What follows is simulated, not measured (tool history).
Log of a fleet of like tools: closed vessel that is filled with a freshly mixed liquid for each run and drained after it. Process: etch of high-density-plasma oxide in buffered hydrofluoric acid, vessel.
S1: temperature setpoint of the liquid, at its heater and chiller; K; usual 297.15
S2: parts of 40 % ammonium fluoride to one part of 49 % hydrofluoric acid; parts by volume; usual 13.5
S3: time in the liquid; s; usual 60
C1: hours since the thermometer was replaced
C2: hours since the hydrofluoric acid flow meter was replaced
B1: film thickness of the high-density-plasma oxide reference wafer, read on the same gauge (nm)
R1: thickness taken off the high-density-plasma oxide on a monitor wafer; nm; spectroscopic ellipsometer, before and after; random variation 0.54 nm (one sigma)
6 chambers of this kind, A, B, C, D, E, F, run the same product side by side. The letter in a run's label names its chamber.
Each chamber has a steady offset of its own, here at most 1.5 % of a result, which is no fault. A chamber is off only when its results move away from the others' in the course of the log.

run   hour      S1    S2  S3      C1      C2      B1      R1
 1F    8.3  297.15  13.5  60   924.8   345.4  99.956  56.242
 2A   18.9  297.15  13.5  60  1119.6    97.9  100.01  55.677
 3D   28.5  297.15  13.5  60  1176.4   646.6  100.02   56.24
 4C   37.7  297.15  13.5  60  1184.8      89  100.02  55.262
 5E   43.8  297.15  17.5  60   149.6   180.3  100.03   43.71
 6B   51.8  297.15  17.5  60  1796.8  1643.5  100.02  42.634
 7D   59.7  297.15  17.5  60  1207.6   677.8  99.986  43.465
      61.3  -- chamber B: thermometer replaced
 8E   65.4  297.15  17.5  60   171.2   201.9  99.991  42.914
 9B   75.3  297.15  17.5  60      14    1667  99.982  42.794
10A   83.4  297.15  17.5  60  1184.1   162.4  100.04  43.341
11C   92.9  297.15  13.5  60    1240   144.2  100.03  56.102
12F   99.2  297.15  13.5  60  1015.7   436.3  100.02   55.14
13E  108.7  297.15  13.5  60   214.5   245.2  100.02  55.425
     110.9  -- chamber D: hydrofluoric acid flow meter replaced
14A  118.6  294.15  13.5  80  1219.3   197.6  99.998  62.631
15D  129.8  294.15  13.5  80  1277.7    18.9     100  63.938
       131  -- chamber B: hydrofluoric acid flow meter replaced
16B  136.3  294.15  13.5  80      75     5.4  99.988  63.593
17C  146.5  294.15  13.5  80  1293.6   197.8  99.955  66.562
18F  153.6  294.15  13.5  80  1070.1   490.7  100.01  63.929
19D  164.3  294.15  13.5  80  1312.2    53.4  99.995   63.21
20C  171.6  297.15  13.5  60  1318.7   222.9  100.03  58.513
21E  177.7  297.15  13.5  60   283.5   314.2  100.06   55.81
22F  183.6  297.15  13.5  60  1100.1   520.7  100.06  56.987
23A  195.8  297.15  13.5  60  1296.5   274.8  99.955  56.031
24B  205.3  297.15  13.5  60     144    74.4  100.03  55.358
25E    212  297.15  13.5  60   317.8   348.5  100.06  53.816
26F  221.4  297.15     9  60  1137.9   558.5  100.03  80.593
27C    228  297.15     9  60  1375.1   279.3  99.975  87.214
28B  235.6  297.15     9  60   174.3   104.7  99.988  79.879
29A  241.4  297.15     9  60  1342.1   320.4     100  79.783
30D  249.3  297.15     9  60  1397.2   138.4  100.04  80.182
31F  259.9  297.15     9  60  1176.4     597     100  80.161
32E  271.1  297.15  13.5  60   376.9   407.6  100.03  55.837
33C  280.5  297.15  13.5  60  1427.6   331.8  99.989  61.647
34A  289.4  297.15  13.5  60  1390.1   368.4  100.03  55.848
35B  301.6  297.15  13.5  60   240.3   170.7  100.03  55.571
     311.2  -- chamber E: hydrofluoric acid flow meter replaced
36D  313.2  297.15  13.5  60  1461.1   202.3  100.01  56.142
37F  324.4  297.15  18.5  60  1240.9   661.5     100  41.543
38B  336.4  297.15  18.5  60   275.1   205.5  100.01  41.115
39A  348.9  297.15  18.5  60  1449.6   427.9  99.963  40.828
40C  358.5  297.15  18.5  60  1505.6   409.8  100.06  46.292
     364.6  -- chamber E: thermometer replaced
41E  367.8  297.15  18.5  60     3.2    56.6  100.02  41.021

All 6 chambers run these settings next. Forecast each chamber's results:
42A   377  300.65  13.5  60               ?
42B   377  300.65  13.5  60               ?
42C   377  300.65  13.5  60               ?
42D   377  300.65  13.5  60               ?
42E   377  300.65  13.5  60               ?
42F   377  300.65  13.5  60               ?

run      R1
42A  68.422
42B  67.347
42C  76.927
42D  68.975
42E  67.318
42F  68.338
